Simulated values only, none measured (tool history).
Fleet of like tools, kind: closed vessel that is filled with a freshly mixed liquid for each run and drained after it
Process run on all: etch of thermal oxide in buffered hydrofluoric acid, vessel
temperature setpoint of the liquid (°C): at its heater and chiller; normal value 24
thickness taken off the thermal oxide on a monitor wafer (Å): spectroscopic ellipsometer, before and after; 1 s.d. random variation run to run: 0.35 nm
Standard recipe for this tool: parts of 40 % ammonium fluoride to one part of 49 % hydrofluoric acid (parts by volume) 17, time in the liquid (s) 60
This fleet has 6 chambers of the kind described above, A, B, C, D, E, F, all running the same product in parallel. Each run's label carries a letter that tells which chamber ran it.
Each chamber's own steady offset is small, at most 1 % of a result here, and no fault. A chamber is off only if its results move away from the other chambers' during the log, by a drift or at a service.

run	hour	temperature setpoint of the liquid (°C)	parts of 40 % ammonium fluoride to one part of 49 % hydrofluoric acid (parts by volume)	time in the liquid (s)	hours since the thermometer was replaced	hours since the hydrofluoric acid flow meter was replaced	read-back film thickness of the thermal oxide reference wafer, read on the same gauge (nm)	thickness taken off the thermal oxide on a monitor wafer (Å)
1D	4.4	24	17	60	932.3	158.7	140.01	421.42
2B	9.5	24	17	60	378.1	48.7	139.96	412.96
3E	16.8	24	17	60	208.3	221.7	140.03	418.48
4F	22.9	24	17	60	1160.7	422.2	139.99	413.41
5C	29.2	24	20.5	40	1023.8	532.1	140.02	234.01
6A	36.5	24	20.5	40	417.2	414.1	140.01	234.72
7A	40.1	24	20.5	40	420.8	417.7	140	232.61
8E	43.3	24	20.5	40	234.8	248.2	140.02	232.74
9D	48.5	24	20.5	40	976.4	202.8	139.99	229.15
10F	53.8	24	20.5	40	1191.6	453.1	140.02	230.57
11B	60.5	24	21.5	40	429.1	99.7	140.01	227.66
12C	66.7	24	21.5	40	1061.3	569.6	140.05	228.38
13E	70.9	24	21.5	40	262.4	275.8	139.98	227.17
14C	77.5	24	21.5	40	1072.1	580.4	139.98	226.04
15B	83.4	24	21.5	40	452	122.6	140.06	221.57
16D	87.6	24	21.5	40	1015.5	241.9	139.94	225.12
17A	93.3	24	17	60	474	470.9	139.99	420.56
18F	97.4	24	17	60	1235.2	496.7	139.98	400.35
19C	102.9	28	17	60	1097.5	605.8	140	520.69
20A	108.2	28	17	60	488.9	485.8	139.98	517.4
21E	115.1	28	17	60	306.6	320	139.99	511.33
22D	120.4	28	17	60	1048.3	274.7	140.03	509.29
23B	126.6	28	17	60	495.2	165.8	140.01	514.34
24F	130.4	28	17	60	1268.2	529.7	140.03	485.38
25B	135.4	28	17	60	504	174.6	140.02	508.18
26F	138.8	28	17	60	1276.6	538.1	140	478.16
27C	144.5	28	17	60	1139.1	647.4	140.02	520.54
28A	148.8	28	17	60	529.5	526.4	139.99	518.62
29D	155.5	28	17	60	1083.4	309.8	140.01	514.24
30E	160.7	28	17	60	352.2	365.6	140.06	522.19
31E	164.7	24	17	30	356.2	369.6	139.97	209.04
32B	169.8	24	17	30	538.4	209	140	205.59
33C	174.4	24	17	30	1169	677.3	140	207.84
34A	177.6	24	17	30	558.3	555.2	139.99	210.42
35F	184.7	24	17	30	1322.5	584	140	189.52
36D	189.2	24	17	30	1117.1	343.5	140.01	208.28
37D	196	24	17	60	1123.9	350.3	139.97	415.28
38B	199.6	24	17	60	568.2	238.8	139.98	413.39
39F	204.3	24	17	60	1342.1	603.6	139.99	372.4
40A	211.5	24	17	60	592.2	589.1	139.98	420.54
41E	217.7	24	17	60	409.2	422.6	140	411.4

Next, all 6 chambers run the settings below, one line each with question marks for the results. What does each chamber give?
42A	222.9	24	17	60				?
42B	222.9	24	17	60				?
42C	222.9	24	17	60				?
42D	222.9	24	17	60				?
42E	222.9	24	17	60				?
42F	222.9	24	17	60				?

run	thickness taken off the thermal oxide on a monitor wafer (Å)
42A	418.2
42B	407.79
42C	419.6
42D	414.38
42E	413.36
42F	371.01
